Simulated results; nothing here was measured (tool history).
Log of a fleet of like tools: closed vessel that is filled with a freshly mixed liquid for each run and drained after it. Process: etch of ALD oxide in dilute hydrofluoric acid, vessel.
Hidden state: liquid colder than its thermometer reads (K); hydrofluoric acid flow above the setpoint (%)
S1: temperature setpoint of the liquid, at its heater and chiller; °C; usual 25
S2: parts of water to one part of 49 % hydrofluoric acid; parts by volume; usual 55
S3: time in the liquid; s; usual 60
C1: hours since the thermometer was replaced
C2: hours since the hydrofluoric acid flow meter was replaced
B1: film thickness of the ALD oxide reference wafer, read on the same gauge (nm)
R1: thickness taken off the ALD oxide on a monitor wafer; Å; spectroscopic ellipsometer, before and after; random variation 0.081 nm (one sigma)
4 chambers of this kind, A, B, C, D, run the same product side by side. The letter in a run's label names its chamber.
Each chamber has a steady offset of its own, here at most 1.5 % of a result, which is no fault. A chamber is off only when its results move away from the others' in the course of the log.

run	day	S1	S2	S3	C1	C2	B1	R1
1A	0.354	25	55	60	636.2	524.7	99.986	134.44
2D	0.704	25	55	60	882.1	368.9	100.02	133.38
3B	1.021	25	55	60	1679.6	506.3	100.03	129.87
# day 1.121: chamber A: hydrofluoric acid flow meter replaced
4C	1.367	25	55	60	1057	487	99.985	131.41
5B	1.704	29	55	60	1696	522.7	99.983	155.65
6C	2.096	29	55	60	1074.5	504.5	100.01	154.43
7D	2.496	29	55	60	925.1	411.9	100	158.33
8A	2.725	29	55	60	693.1	38.6	99.986	158.49
9D	2.938	25	55	60	935.7	422.5	100.02	133.4
10C	3.212	25	55	60	1101.3	531.3	99.984	132.68
11A	3.654	25	55	60	715.4	60.9	100.01	133.96
12B	4	25	55	60	1751.1	577.8	100.01	131.49
13D	4.35	25	75	60	969.6	456.4	100.02	95.557
14B	4.704	25	75	60	1768	594.7	99.996	94.411
15A	4.988	25	75	60	747.4	92.9	100.01	95.243
16C	5.25	25	75	60	1150.2	580.2	100	93.264
17C	5.512	25	55	60	1156.5	586.5	100.01	131.47
18D	5.721	25	55	60	1002.5	489.3	100.02	133.28
19A	6.15	25	55	60	775.3	120.8	99.979	132.27
20B	6.479	22	55	75	1810.6	637.3	100.01	144.71
21A	6.758	22	55	75	789.9	135.4	99.984	147.82
# day 7.112: chamber C: hydrofluoric acid flow meter replaced
22B	7.217	22	55	75	1828.3	655	100.01	145.37
23C	7.496	22	55	75	1204.1	9.2	100.01	146.5
24D	7.746	25	55	60	1051.1	537.9	100.01	134.43
25B	8.146	25	55	60	1850.6	677.3	100	131.11
26C	8.496	25	55	60	1228.1	33.2	99.994	131.35
27A	8.708	25	55	60	836.7	182.2	99.996	133.14
28D	8.925	23	80	60	1079.4	566.2	100.01	82.756

All 4 chambers run these settings next. Forecast each chamber's results:
29A	9.258	25	55	60				?
29B	9.258	25	55	60				?
29C	9.258	25	55	60				?
29D	9.258	25	55	60				?

run	R1
29A	134.36
29B	131.85
29C	132.16
29D	136.06

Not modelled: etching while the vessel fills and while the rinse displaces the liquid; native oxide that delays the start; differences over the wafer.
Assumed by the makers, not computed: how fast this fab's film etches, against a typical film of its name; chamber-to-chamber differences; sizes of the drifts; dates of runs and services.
